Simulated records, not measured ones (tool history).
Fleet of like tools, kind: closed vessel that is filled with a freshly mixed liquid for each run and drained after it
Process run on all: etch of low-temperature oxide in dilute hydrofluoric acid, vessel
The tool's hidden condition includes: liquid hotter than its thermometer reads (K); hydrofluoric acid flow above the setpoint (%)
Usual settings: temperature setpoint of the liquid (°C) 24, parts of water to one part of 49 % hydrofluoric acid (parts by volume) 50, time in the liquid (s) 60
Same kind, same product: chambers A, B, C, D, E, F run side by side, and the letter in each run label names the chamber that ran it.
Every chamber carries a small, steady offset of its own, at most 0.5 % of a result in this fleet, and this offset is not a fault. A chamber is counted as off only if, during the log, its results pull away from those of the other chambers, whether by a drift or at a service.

| run | hour | temperature setpoint of the liquid (°C) | parts of water to one part of 49 % hydrofluoric acid (parts by volume) | time in the liquid (s) | hours since the thermometer was replaced | hours since the hydrofluoric acid flow meter was replaced | read-back film thickness of the low-temperature oxide reference wafer, read on the same gauge (nm) | thickness taken off the low-temperature oxide on a monitor wafer (Å) |
|---|---|---|---|---|---|---|---|---|
| 1D | 5.7 | 24 | 50 | 60 | 553.8 | 2099.1 | 100.01 | 321.55 |
| 2C | 10.4 | 24 | 50 | 60 | 917.5 | 254.8 | 99.995 | 317.82 |
| 3F | 15.7 | 24 | 50 | 60 | 1203.7 | 654.8 | 100.01 | 315.56 |
| 4A | 21.4 | 24 | 50 | 60 | 81.6 | 1553.2 | 100.01 | 314.11 |
| 5E | 25.2 | 24 | 50 | 70 | 42.8 | 644.2 | 99.974 | 364.88 |
| 6B | 31.5 | 24 | 50 | 70 | 517.7 | 427.5 | 100.02 | 369.55 |
| 7A | 37.8 | 24 | 50 | 70 | 98 | 1569.6 | 100 | 371.49 |
| 8E | 43.3 | 24 | 50 | 70 | 60.9 | 662.3 | 99.994 | 363.09 |
| 9F | 50.9 | 24 | 50 | 70 | 1238.9 | 690 | 100.02 | 371.68 |
| 10B | 57.4 | 24 | 50 | 70 | 543.6 | 453.4 | 100.01 | 364.31 |
| 11C | 63.9 | 24 | 50 | 60 | 971 | 308.3 | 99.995 | 323.01 |
| 12D | 67.5 | 24 | 50 | 60 | 615.6 | 2160.9 | 99.974 | 318.1 |
| 13D | 74.5 | 24 | 50 | 60 | 622.6 | 2167.9 | 99.998 | 317.68 |
| 14F | 79.9 | 21 | 50 | 40 | 1267.9 | 719 | 100.02 | 186.91 |
| 15E | 86.4 | 21 | 50 | 40 | 104 | 705.4 | 100.01 | 187.19 |
|  | 88.1 | chamber D: hydrofluoric acid flow meter replaced |
| 16C | 93.7 | 21 | 50 | 40 | 1000.8 | 338.1 | 100 | 186.79 |
| 17B | 99.4 | 21 | 50 | 40 | 585.6 | 495.4 | 99.988 | 187.87 |
| 18A | 105.2 | 21 | 50 | 40 | 165.4 | 1637 | 99.985 | 186.2 |
| 19B | 110.5 | 21 | 50 | 40 | 596.7 | 506.5 | 100.01 | 187.88 |
| 20F | 114.4 | 24 | 50 | 60 | 1302.4 | 753.5 | 100 | 317.36 |
| 21D | 121.1 | 24 | 50 | 60 | 669.2 | 33.1 | 100.01 | 316.52 |
| 22E | 128.7 | 24 | 50 | 60 | 146.3 | 747.7 | 99.98 | 319.96 |
| 23A | 134.3 | 24 | 50 | 60 | 194.5 | 1666.1 | 100.02 | 316.14 |
| 24C | 141.1 | 24 | 50 | 60 | 1048.2 | 385.5 | 99.973 | 318.17 |
| 25B | 145.3 | 24 | 50 | 60 | 631.5 | 541.3 | 99.993 | 322.97 |
| 26D | 153 | 24 | 50 | 60 | 701.1 | 65 | 100.01 | 315.62 |
| 27F | 158.5 | 24 | 50 | 60 | 1346.5 | 797.6 | 100.01 | 316.37 |
| 28C | 165.6 | 24 | 50 | 60 | 1072.7 | 410 | 99.995 | 317.01 |
| 29A | 173.5 | 24 | 50 | 60 | 233.7 | 1705.3 | 99.991 | 324.19 |
| 30E | 177.4 | 24 | 50 | 60 | 195 | 796.4 | 100.01 | 314.98 |
| 31F | 184 | 24 | 50 | 60 | 1372 | 823.1 | 99.987 | 316.08 |
| 32A | 191.1 | 24 | 50 | 60 | 251.3 | 1722.9 | 99.975 | 316.42 |
| 33C | 195.5 | 24 | 50 | 60 | 1102.6 | 439.9 | 99.986 | 318.12 |
| 34D | 202.7 | 24 | 50 | 60 | 750.8 | 114.7 | 100 | 313.03 |
| 35B | 207.2 | 24 | 50 | 60 | 693.4 | 603.2 | 100 | 333.37 |
| 36E | 212.2 | 24 | 50 | 60 | 229.8 | 831.2 | 99.987 | 312.61 |
| 37F | 218.2 | 24 | 50 | 60 | 1406.2 | 857.3 | 99.998 | 316.7 |
| 38E | 222.9 | 24 | 40 | 60 | 240.5 | 841.9 | 99.981 | 402.89 |
| 39B | 230.2 | 24 | 40 | 60 | 716.4 | 626.2 | 100.01 | 424.65 |
| 40A | 234.9 | 24 | 40 | 60 | 295.1 | 1766.7 | 99.984 | 403.39 |
| 41D | 240.2 | 24 | 40 | 60 | 788.3 | 152.2 | 100 | 394.7 |
| 42C | 246.6 | 24 | 40 | 60 | 1153.7 | 491 | 99.995 | 404.05 |
| 43F | 251.9 | 24 | 40 | 60 | 1439.9 | 891 | 99.993 | 399.09 |

For the next run the whole fleet of 6 chambers uses the same settings. Give each chamber's results:
| 44A | 257.5 | 26.5 | 50 | 60 |  |  |  | ? |
| 44B | 257.5 | 26.5 | 50 | 60 |  |  |  | ? |
| 44C | 257.5 | 26.5 | 50 | 60 |  |  |  | ? |
| 44D | 257.5 | 26.5 | 50 | 60 |  |  |  | ? |
| 44E | 257.5 | 26.5 | 50 | 60 |  |  |  | ? |
| 44F | 257.5 | 26.5 | 50 | 60 |  |  |  | ? |

| run | thickness taken off the low-temperature oxide on a monitor wafer (Å) |
|---|---|
| 44A | 352.71 |
| 44B | 370.87 |
| 44C | 354.31 |
| 44D | 352.52 |
| 44E | 355.55 |
| 44F | 357.62 |
